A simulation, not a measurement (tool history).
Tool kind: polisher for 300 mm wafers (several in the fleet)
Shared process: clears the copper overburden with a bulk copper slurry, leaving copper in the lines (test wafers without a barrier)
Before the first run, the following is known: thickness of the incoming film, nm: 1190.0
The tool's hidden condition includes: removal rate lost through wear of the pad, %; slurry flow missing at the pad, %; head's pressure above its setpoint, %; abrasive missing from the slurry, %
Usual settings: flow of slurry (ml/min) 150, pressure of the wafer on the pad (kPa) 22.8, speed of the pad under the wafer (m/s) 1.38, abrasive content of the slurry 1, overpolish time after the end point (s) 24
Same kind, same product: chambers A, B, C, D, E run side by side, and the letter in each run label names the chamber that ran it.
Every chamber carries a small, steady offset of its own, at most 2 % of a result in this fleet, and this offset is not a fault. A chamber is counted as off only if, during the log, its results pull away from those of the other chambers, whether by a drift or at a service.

run	hour	flow of slurry (ml/min)	pressure of the wafer on the pad (kPa)	speed of the pad under the wafer (m/s)	abrasive content of the slurry	overpolish time after the end point (s)	wafers polished on this pad	hours since the slurry nozzle was cleaned	hours since the head pressure was calibrated	hours since the slurry blender was calibrated	time until the end point was called (s)	dishing of a wide line in a test structure (Å)
1A	8.2	150	22.8	1.38	1	24	143	83.6	482.1	216.1	79.056	1227.1
2C	14.6	150	22.8	1.38	1	24	313	90.2	794.1	31	77.399	1234.8
3E	20.7	150	22.8	1.38	1	24	644	25.8	355.9	364.1	77.592	1235.3
4B	26.8	150	22.8	1.38	1	24	888	89.7	133.1	223.6	78.997	1221.6
5D	35	150	22.8	1.38	1	24	1013	128.4	333.6	62.7	76.425	1243.2
# hour 35.3: chamber B: worn pad replaced by a new one
# hour 42.7: chamber D: worn pad replaced by a new one
6B	42.8	150	22.8	1.38	0.8	14	75	105.7	149.1	239.6	83.489	946.04
7C	46.9	150	22.8	1.38	0.8	14	637	122.5	826.4	63.3	82.721	1007.9
8D	55.4	150	22.8	1.38	0.8	14	127	148.8	354	83.1	81.666	958.24
# hour 55.9: chamber E: worn pad replaced by a new one
9E	61.4	150	22.8	1.38	0.8	14	55	66.5	396.6	404.8	83.258	970.69
10A	68.5	150	22.8	1.38	0.8	14	748	143.9	542.4	276.4	81.775	961.07
# hour 71.6: chamber C: worn pad replaced by a new one
11A	76.7	150	22.8	1.38	1	24	830	152.1	550.6	284.6	78.359	1202.1
12D	82.4	150	22.8	1.38	1	24	398	175.8	381	110.1	78.323	1241.2
13C	87.9	150	22.8	1.38	1	24	163	163.5	867.4	104.3	77.442	1234.3
# hour 96: chamber E: slurry blender recalibrated
14B	96.5	150	22.8	1.38	1	24	614	159.4	202.8	293.3	78.437	1247.8
15E	101.8	150	22.8	1.38	1	24	460	106.9	437	5.8	77.591	1224.1
# hour 108.4: chamber D: slurry blender recalibrated
16E	110.5	150	22.8	1.38	1	24	548	115.6	445.7	14.5	78.394	1244.4
# hour 112.3: chamber A: worn pad replaced by a new one
# hour 112.5: chamber A: slurry blender recalibrated
17B	114.6	150	22.8	1.38	0.75	24	796	177.5	220.9	311.4	81.932	1196.5
18D	123	150	22.8	1.38	0.75	24	805	216.4	421.6	14.6	82.03	1229.5
19A	128.6	150	22.8	1.38	0.75	24	164	204	602.5	16.1	83.137	1165.7
# hour 129.8: chamber B: worn pad replaced by a new one
20C	136.4	150	22.8	1.38	0.75	24	650	212	915.9	152.8	83.178	1199.9
21A	142.4	150	22.8	1.38	0.75	24	302	217.8	616.3	29.9	82.372	1192
# hour 144.2: chamber E: worn pad replaced by a new one
# hour 150.2: chamber B: slurry blender recalibrated
22C	151.3	150	22.8	1.38	1	24	799	226.9	930.8	167.7	79.162	1270.8
# hour 153.6: chamber C: worn pad replaced by a new one
23B	157.6	150	22.8	1.38	1	24	279	220.5	263.9	7.5	78.815	1238.2
24E	163.7	150	22.8	1.38	1	24	196	168.8	498.9	67.7	79.468	1237.5
25D	172.7	150	22.8	1.38	1	24	1304	266.1	471.3	64.3	78.531	1199.4
26C	179	185	17.9	1.38	1	24	255	254.6	958.5	195.4	94.931	1089.8
# hour 182.3: chamber D: worn pad replaced by a new one
27D	187.1	185	17.9	1.38	1	24	48	280.5	485.7	78.7	95.42	1062.7
28E	192.5	185	17.9	1.38	1	24	485	197.6	527.7	96.5	95.84	1076.7
29A	197.4	185	17.9	1.38	1	24	854	272.8	671.3	84.9	98.001	1060.5
30B	201.6	185	17.9	1.38	1	24	720	264.5	307.9	51.5	97.05	1098.8

Is one chamber off against the others, does the gauge drift, or is nothing wrong? If a chamber is off, say which, and what the likeliest cause is.

Neither any chamber nor the gauge drifts; the chambers differ only by their own small, steady offsets.
